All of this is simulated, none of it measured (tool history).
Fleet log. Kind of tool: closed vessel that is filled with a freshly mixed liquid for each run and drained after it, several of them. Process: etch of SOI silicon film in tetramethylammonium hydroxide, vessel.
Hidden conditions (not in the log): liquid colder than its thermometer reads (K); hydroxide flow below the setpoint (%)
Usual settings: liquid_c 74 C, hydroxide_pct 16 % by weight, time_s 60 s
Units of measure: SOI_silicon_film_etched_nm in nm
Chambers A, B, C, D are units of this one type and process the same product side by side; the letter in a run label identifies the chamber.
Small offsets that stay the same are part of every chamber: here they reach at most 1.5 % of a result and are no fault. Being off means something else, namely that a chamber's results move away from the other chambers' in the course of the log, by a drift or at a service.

run   hour  liquid_c  hydroxide_pct  time_s  hours since the thermometer was replaced  hours since the hydroxide flow meter was replaced  read-back film thickness of the SOI silicon film reference wafer, read on the same gauge (nm)  SOI_silicon_film_etched_nm
 1B   10.7        74             16      60                                      1092                                             1526.7                                                                                         89.995                       441.1
 2C   18.8        74             16      60                                    2367.7                                             1143.9                                                                                         89.987                      438.52
      20.3  -- chamber C: thermometer replaced
 3D   29.6        74             16      60                                     403.4                                              217.9                                                                                         90.011                      445.15
 4A   40.7        74             16      60                                       846                                             1023.4                                                                                         90.005                      444.08
 5A     56        74             16      60                                     861.3                                             1038.7                                                                                          89.98                      452.58
 6D   65.4        74             16      60                                     439.2                                              253.7                                                                                         89.985                      449.75
 7B   76.1        74             13      90                                    1157.4                                             1592.1                                                                                         90.009                      732.52
 8C   87.5        74             13      90                                      67.2                                             1212.6                                                                                          90.01                      727.36
 9B  103.1        74             13      90                                    1184.4                                             1619.1                                                                                         90.006                      721.73
10A  116.2        74             13      90                                     921.5                                             1098.9                                                                                             90                      740.71
11D  129.8        74             16      60                                     503.6                                              318.1                                                                                         89.971                      450.66
12C  137.1        74             16      60                                     116.8                                             1262.2                                                                                         89.979                      446.17
13A    145        74             16      60                                     950.3                                             1127.7                                                                                         89.998                      454.93
14B  158.5        74             16      60                                    1239.8                                             1674.5                                                                                         89.966                      447.07
15D  174.4        74             16      60                                     548.2                                              362.7                                                                                         89.987                      443.96
16C  186.3        69             16      90                                       166                                             1311.4                                                                                         90.019                      497.62
17B    197        69             16      90                                    1278.3                                               1713                                                                                         89.977                      497.19
18D  207.5        69             16      90                                     581.3                                              395.8                                                                                         89.992                         482
19C  221.9        69             16      90                                     201.6                                               1347                                                                                          89.98                      496.04
20A  238.4        74             16      60                                    1043.7                                             1221.1                                                                                         90.018                      443.46
21B  254.6        74             16      60                                    1335.9                                             1770.6                                                                                          90.01                      452.96
22C  262.5        74             16      60                                     242.2                                             1387.6                                                                                         90.006                       442.2
23A  274.3      67.5           13.5      60                                    1079.6                                               1257                                                                                         90.015                      334.16
24D  288.6      67.5           13.5      60                                     662.4                                              476.9                                                                                         89.998                      307.35
25D  300.3      67.5           13.5      60                                     674.1                                              488.6                                                                                         89.983                      302.81
26B  312.5      67.5           13.5      60                                    1393.8                                             1828.5                                                                                         89.991                      327.14
27A  325.2        74             16      60                                    1130.5                                             1307.9                                                                                         89.981                      453.39
28C  334.8        74             16      60                                     314.5                                             1459.9                                                                                         90.007                      435.24
29B  342.5        74             16      60                                    1423.8                                             1858.5                                                                                         90.009                      456.01
30C  355.1        74             16      60                                     334.8                                             1480.2                                                                                         89.986                      442.17
31A  370.2        74             16      60                                    1175.5                                             1352.9                                                                                         89.958                      450.73
32D  384.1        74             16      60                                     757.9                                              572.4                                                                                         90.003                      407.02
33D  395.3      80.5             16      60                                     769.1                                              583.6                                                                                         89.991                       589.6
34A  410.5      80.5             16      60                                    1215.8                                             1393.2                                                                                         89.997                      636.99
35B  418.2      80.5             16      60                                    1499.5                                             1934.2                                                                                         89.991                      639.72
36C  426.8      80.5             16      60                                     406.5                                             1551.9                                                                                         89.983                      643.73
37B  438.2      67.5             16      60                                    1519.5                                             1954.2                                                                                         90.008                      306.85
38D  448.6      67.5             16      60                                     822.4                                              636.9                                                                                         90.033                      273.77
39C  457.4      67.5             16      60                                     437.1                                             1582.5                                                                                         90.017                      298.39
40A  465.9      67.5             16      60                                    1271.2                                             1448.6                                                                                         90.009                      302.94

Read the log: is a single chamber off, either drifting away or since a service, is the gauge that measures every chamber drifting, or is nothing wrong beyond small per-chamber offsets? Name any odd chamber and what most likely caused it.

One chamber, D, drifts off from the rest bit by bit.
Most likely cause: liquid colder than its thermometer reads (K) = 2.26.

Below are 4 candidate recipes for chamber D's next run, each the usual settings with a change, their results shown as question marks. Which of them brings D's results back in line with what the other chambers give on the usual settings?
A result is in line if it is within this distance of the other chambers' mean on the usual settings: SOI_silicon_film_etched_nm 16 nm
41D-1  477.7        76             16      60                                                                                                                                                                                                                       ?
41D-2  477.7      70.5           16.5      60                                                                                                                                                                                                                       ?
41D-3  477.7        72             16      60                                                                                                                                                                                                                       ?
41D-4  477.7      77.5             16      60                                                                                                                                                                                                                       ?

Other chambers, usual settings, mean: SOI_silicon_film_etched_nm 445.52 nm
  run  SOI_silicon_film_etched_nm
41D-1                      439.15
41D-2                      314.26
41D-3                      347.45
41D-4                      479.03
The right change is 41D-1: it brings the chamber back within the allowed miss of the others.

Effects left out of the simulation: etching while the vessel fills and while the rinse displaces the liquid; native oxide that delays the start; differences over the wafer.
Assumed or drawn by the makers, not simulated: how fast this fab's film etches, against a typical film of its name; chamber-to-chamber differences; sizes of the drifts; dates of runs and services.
